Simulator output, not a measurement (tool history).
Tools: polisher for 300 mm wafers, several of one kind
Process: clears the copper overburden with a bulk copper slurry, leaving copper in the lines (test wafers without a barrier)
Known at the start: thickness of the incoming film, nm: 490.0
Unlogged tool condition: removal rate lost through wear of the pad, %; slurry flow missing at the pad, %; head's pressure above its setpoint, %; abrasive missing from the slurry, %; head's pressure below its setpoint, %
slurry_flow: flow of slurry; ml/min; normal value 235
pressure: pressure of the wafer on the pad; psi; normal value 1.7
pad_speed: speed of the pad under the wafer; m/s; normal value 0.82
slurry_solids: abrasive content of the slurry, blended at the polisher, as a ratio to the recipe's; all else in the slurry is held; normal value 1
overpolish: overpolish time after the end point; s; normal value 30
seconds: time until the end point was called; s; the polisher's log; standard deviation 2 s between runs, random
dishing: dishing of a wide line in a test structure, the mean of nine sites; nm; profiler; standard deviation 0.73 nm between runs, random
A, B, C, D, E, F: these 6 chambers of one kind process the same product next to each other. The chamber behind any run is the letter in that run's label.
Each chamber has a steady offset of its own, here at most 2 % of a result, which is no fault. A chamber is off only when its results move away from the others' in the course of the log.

run	hour	slurry_flow	pressure	pad_speed	slurry_solids	overpolish	wafers polished on this pad	hours since the slurry nozzle was cleaned	hours since the head pressure was calibrated	hours since the slurry blender was calibrated	seconds	dishing
1C	10.5	235	1.7	0.82	1	30	1192	36.4	299.5	275.8	106.4	52.145
2B	17.6	235	1.7	0.82	1	30	559	511.6	618.9	65.1	105.44	51.314
3D	23.5	235	1.7	0.82	1	30	1084	611.4	221.3	75.6	101.55	50.859
4A	28.6	235	1.7	0.82	1	30	298	336.9	291.1	234.5	108.32	51.065
5E	38.8	235	1.7	0.82	0.9	48	1105	193.8	270.9	144.2	104.42	57.914
6F	49.6	235	1.7	0.82	0.9	48	444	106.7	787.3	114.8	107.59	58.723
# hour 56.6: chamber F: slurry blender recalibrated
# hour 57.2: chamber C: worn pad replaced by a new one
7A	57.9	235	1.7	0.82	0.9	48	462	366.2	320.4	263.8	111.57	58.317
# hour 62.6: chamber E: worn pad replaced by a new one
8F	63.8	235	1.7	0.82	0.9	48	523	120.9	801.5	7.2	111.3	57.636
# hour 67.6: chamber D: worn pad replaced by a new one
9E	74.9	235	1.7	0.82	0.9	48	68	229.9	307	180.3	105.74	58.282
# hour 79.8: chamber F: worn pad replaced by a new one
10C	82.1	235	1.7	0.82	0.9	48	139	108	371.1	347.4	108.42	57.532
# hour 86.1: chamber D: slurry blender recalibrated
11D	87.8	235	1.5	0.82	1	30	113	675.7	285.6	1.8	118.57	47.101
# hour 89.3: chamber B: worn pad replaced by a new one
# hour 96.5: chamber B: slurry blender recalibrated
12B	98.1	235	1.5	0.82	1	30	49	592.1	699.4	1.7	117.32	47.811
13B	108.4	235	1.5	0.82	1	30	106	602.4	709.7	12	116.81	48.962
# hour 116.4: chamber A: worn pad replaced by a new one
14F	118.5	235	1.5	0.82	1	30	216	175.6	856.2	61.9	118.98	47.239
15D	124.7	235	1.5	0.82	1	30	318	712.6	322.5	38.7	119.75	46.828
16C	135	235	1.5	0.82	1	30	434	160.9	424	400.3	119.71	47.155
17E	144.9	235	1.7	0.82	1	30	459	299.9	377	250.3	103.43	50.69
# hour 145.7: chamber E: head pressure recalibrated
18A	156.1	235	1.7	0.82	1	30	221	464.4	418.6	362	105.49	51.762
# hour 161.5: chamber C: slurry blender recalibrated
# hour 162.3: chamber A: slurry blender recalibrated
19A	164.2	235	1.7	0.82	1	30	266	472.5	426.7	1.9	104.71	50.955
20D	171	235	1.7	0.82	1	30	577	758.9	368.8	85	101.73	50.258
# hour 172.2: chamber F: worn pad replaced by a new one
21E	176.3	235	1.7	0.82	1	30	634	331.3	30.7	281.7	107.43	51.419
22B	187.1	235	1.7	0.82	1	30	545	681.1	788.4	90.7	103.82	50.227
# hour 191.3: chamber F: slurry blender recalibrated
23C	193	235	1.7	0.82	1	30	758	218.9	482	31.6	103.72	50.367
24F	198.8	235	1.7	0.82	1	30	148	255.9	936.5	7.5	105.09	51.597
25A	209.1	235	1.7	0.82	1	30	517	517.4	471.6	46.8	104.51	50.787
# hour 212.1: chamber B: slurry nozzle cleaned
26B	218.3	235	1.7	0.82	1	30	719	6.2	819.6	121.9	106.62	50.73
# hour 223.7: chamber D: slurry blender recalibrated
27F	224.1	235	1.7	0.82	1	30	290	281.2	961.8	32.8	107.09	52.27
# hour 224.7: chamber B: slurry blender recalibrated
28C	230.5	235	1.7	0.66	1	20	967	256.4	519.5	69.1	128.61	37.841
29E	241.5	235	1.7	0.66	1	20	998	396.5	95.9	346.9	125.22	38.712
30D	248.2	235	1.7	0.66	1	20	1007	836.1	446	24.5	134.2	37.354
# hour 248.7: chamber E: worn pad replaced by a new one
31D	253	235	1.7	0.66	1	20	1034	840.9	450.8	29.3	132.38	38.907
# hour 253.4: chamber F: slurry nozzle cleaned
# hour 261.7: chamber E: slurry blender recalibrated
# hour 261.8: chamber A: head pressure recalibrated
32B	262.6	235	1.7	0.66	1	20	967	50.5	863.9	38	134.42	37.393
# hour 265.3: chamber C: worn pad replaced by a new one
33C	273	235	1.7	0.66	1	20	43	298.9	562	111.6	135.37	38.507
# hour 274.2: chamber E: slurry nozzle cleaned
# hour 283.1: chamber A: worn pad replaced by a new one
34E	283.5	235	1.7	0.82	1	30	194	9.4	137.9	21.8	101	50.502
# hour 284.8: chamber F: worn pad replaced by a new one
35A	291.5	235	1.7	0.82	1	30	46	599.8	29.8	129.2	106.54	51.271
36F	297	235	1.7	0.82	1	30	68	43.7	1034.7	105.7	105.65	51.125
37B	303.9	235	1.7	0.82	1	30	1197	91.8	905.2	79.3	103.81	51.419
38E	312.4	235	1.7	0.82	1	30	355	38.3	166.8	50.7	103.15	50.904

One chamber off, gauge drift, or nothing amiss beyond the chambers' own small offsets? If it is a chamber, which one, and what is the likeliest cause?

Nothing is wrong: each chamber keeps only its own small, steady offset and the gauge holds still.

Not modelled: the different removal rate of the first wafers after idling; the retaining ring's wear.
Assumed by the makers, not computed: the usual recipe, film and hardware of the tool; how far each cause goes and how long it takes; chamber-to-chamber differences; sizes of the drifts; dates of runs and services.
